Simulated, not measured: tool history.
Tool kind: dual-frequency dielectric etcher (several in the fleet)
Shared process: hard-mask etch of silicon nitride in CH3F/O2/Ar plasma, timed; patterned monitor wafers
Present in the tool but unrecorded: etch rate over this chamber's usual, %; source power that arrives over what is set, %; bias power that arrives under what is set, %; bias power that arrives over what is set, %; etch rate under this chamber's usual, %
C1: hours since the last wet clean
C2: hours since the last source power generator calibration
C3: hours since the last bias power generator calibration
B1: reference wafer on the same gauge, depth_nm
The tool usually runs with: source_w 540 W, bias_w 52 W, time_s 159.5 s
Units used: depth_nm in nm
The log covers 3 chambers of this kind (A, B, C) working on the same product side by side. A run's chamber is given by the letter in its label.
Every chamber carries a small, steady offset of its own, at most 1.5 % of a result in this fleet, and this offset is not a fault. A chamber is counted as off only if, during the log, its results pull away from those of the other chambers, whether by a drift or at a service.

run 1C hour=6.6 | source_w=540 bias_w=52 time_s=159.5 | C1=379.0 C2=1196.5 C3=2490.9 | B1=118.97 | depth_nm=111.910
run 2A hour=13.2 | source_w=540 bias_w=52 time_s=159.5 | C1=40.4 C2=604.9 C3=1766.4 | B1=118.96 | depth_nm=114.080
run 3B hour=22.6 | source_w=540 bias_w=52 time_s=159.5 | C1=60.3 C2=454.2 C3=519.5 | B1=118.97 | depth_nm=112.690
run 4B hour=28.4 | source_w=540 bias_w=52 time_s=159.5 | C1=66.1 C2=460.0 C3=525.3 | B1=118.93 | depth_nm=112.250
run 5A hour=33.9 | source_w=540 bias_w=52 time_s=159.5 | C1=61.1 C2=625.6 C3=1787.1 | B1=118.96 | depth_nm=113.710
run 6C hour=41.2 | source_w=540 bias_w=52 time_s=202.0 | C1=413.6 C2=1231.1 C3=2525.5 | B1=118.91 | depth_nm=141.540
run 7A hour=47.5 | source_w=540 bias_w=52 time_s=202.0 | C1=74.7 C2=639.2 C3=1800.7 | B1=118.91 | depth_nm=144.080
run 8B hour=53.8 | source_w=540 bias_w=52 time_s=202.0 | C1=91.5 C2=485.4 C3=550.7 | B1=118.84 | depth_nm=142.490
run 9C hour=62.4 | source_w=540 bias_w=52 time_s=159.5 | C1=434.8 C2=1252.3 C3=2546.7 | B1=118.84 | depth_nm=111.690
run 10B hour=71.2 | source_w=540 bias_w=52 time_s=159.5 | C1=108.9 C2=502.8 C3=568.1 | B1=118.84 | depth_nm=112.830
run 11A hour=77.1 | source_w=540 bias_w=52 time_s=159.5 | C1=104.3 C2=668.8 C3=1830.3 | B1=118.82 | depth_nm=113.680
run 12C hour=84.5 | source_w=540 bias_w=52 time_s=159.5 | C1=456.9 C2=1274.4 C3=2568.8 | B1=118.77 | depth_nm=111.770
run 13A hour=93.8 | source_w=540 bias_w=52 time_s=159.5 | C1=121.0 C2=685.5 C3=1847.0 | B1=118.79 | depth_nm=113.510
run 14B hour=99.1 | source_w=540 bias_w=52 time_s=159.5 | C1=136.8 C2=530.7 C3=596.0 | B1=118.74 | depth_nm=112.500
run 15C hour=104.0 | source_w=540 bias_w=43 time_s=159.5 | C1=476.4 C2=1293.9 C3=2588.3 | B1=118.75 | depth_nm=105.460
run 16B hour=109.5 | source_w=540 bias_w=43 time_s=159.5 | C1=147.2 C2=541.1 C3=606.4 | B1=118.71 | depth_nm=105.950
run 17A hour=117.2 | source_w=540 bias_w=43 time_s=159.5 | C1=144.4 C2=708.9 C3=1870.4 | B1=118.69 | depth_nm=107.470
run 18C hour=124.7 | source_w=540 bias_w=52 time_s=159.5 | C1=497.1 C2=1314.6 C3=2609.0 | B1=118.69 | depth_nm=111.510
run 19A hour=132.7 | source_w=540 bias_w=52 time_s=135.5 | C1=159.9 C2=724.4 C3=1885.9 | B1=118.67 | depth_nm=96.546
run 20C hour=137.7 | source_w=540 bias_w=52 time_s=135.5 | C1=510.1 C2=1327.6 C3=2622.0 | B1=118.66 | depth_nm=94.636
run 21B hour=146.0 | source_w=540 bias_w=52 time_s=135.5 | C1=183.7 C2=577.6 C3=642.9 | B1=118.64 | depth_nm=95.282
run 22C hour=151.9 | source_w=540 bias_w=52 time_s=159.5 | C1=524.3 C2=1341.8 C3=2636.2 | B1=118.65 | depth_nm=111.490
run 23B hour=160.7 | source_w=540 bias_w=52 time_s=159.5 | C1=198.4 C2=592.3 C3=657.6 | B1=118.63 | depth_nm=112.180
run 24A hour=167.7 | source_w=540 bias_w=52 time_s=159.5 | C1=194.9 C2=759.4 C3=1920.9 | B1=118.58 | depth_nm=113.110
run 25C hour=175.3 | source_w=540 bias_w=52 time_s=159.5 | C1=547.7 C2=1365.2 C3=2659.6 | B1=118.54 | depth_nm=111.220
run 26B hour=181.6 | source_w=540 bias_w=52 time_s=159.5 | C1=219.3 C2=613.2 C3=678.5 | B1=118.59 | depth_nm=112.060
run 27A hour=186.7 | source_w=540 bias_w=52 time_s=159.5 | C1=213.9 C2=778.4 C3=1939.9 | B1=118.55 | depth_nm=113.660
run 28A hour=192.9 | source_w=540 bias_w=52 time_s=159.5 | C1=220.1 C2=784.6 C3=1946.1 | B1=118.51 | depth_nm=113.520
run 29B hour=199.8 | source_w=540 bias_w=52 time_s=159.5 | C1=237.5 C2=631.4 C3=696.7 | B1=118.49 | depth_nm=112.010
run 30C hour=206.3 | source_w=450 bias_w=61 time_s=159.5 | C1=578.7 C2=1396.2 C3=2690.6 | B1=118.48 | depth_nm=109.180
run 31B hour=214.8 | source_w=450 bias_w=61 time_s=159.5 | C1=252.5 C2=646.4 C3=711.7 | B1=118.45 | depth_nm=109.570
run 32A hour=221.2 | source_w=450 bias_w=61 time_s=159.5 | C1=248.4 C2=812.9 C3=1974.4 | B1=118.48 | depth_nm=111.300
run 33C hour=225.4 | source_w=540 bias_w=52 time_s=159.5 | C1=597.8 C2=1415.3 C3=2709.7 | B1=118.41 | depth_nm=111.000
run 34B hour=232.4 | source_w=540 bias_w=52 time_s=159.5 | C1=270.1 C2=664.0 C3=729.3 | B1=118.41 | depth_nm=112.210
run 35C hour=237.9 | source_w=540 bias_w=52 time_s=159.5 | C1=610.3 C2=1427.8 C3=2722.2 | B1=118.42 | depth_nm=111.500
run 36A hour=247.4 | source_w=540 bias_w=52 time_s=159.5 | C1=274.6 C2=839.1 C3=2000.6 | B1=118.39 | depth_nm=113.240
run 37B hour=251.5 | source_w=540 bias_w=52 time_s=159.5 | C1=289.2 C2=683.1 C3=748.4 | B1=118.37 | depth_nm=112.080

Each of the 3 chambers runs these same settings next. Fill in every chamber's results:
run 38A hour=258.3 | source_w=540 bias_w=52 time_s=159.5 | depth_nm=?
run 38B hour=258.3 | source_w=540 bias_w=52 time_s=159.5 | depth_nm=?
run 38C hour=258.3 | source_w=540 bias_w=52 time_s=159.5 | depth_nm=?

run=38A depth_nm=113.370
run=38B depth_nm=111.940
run=38C depth_nm=111.010
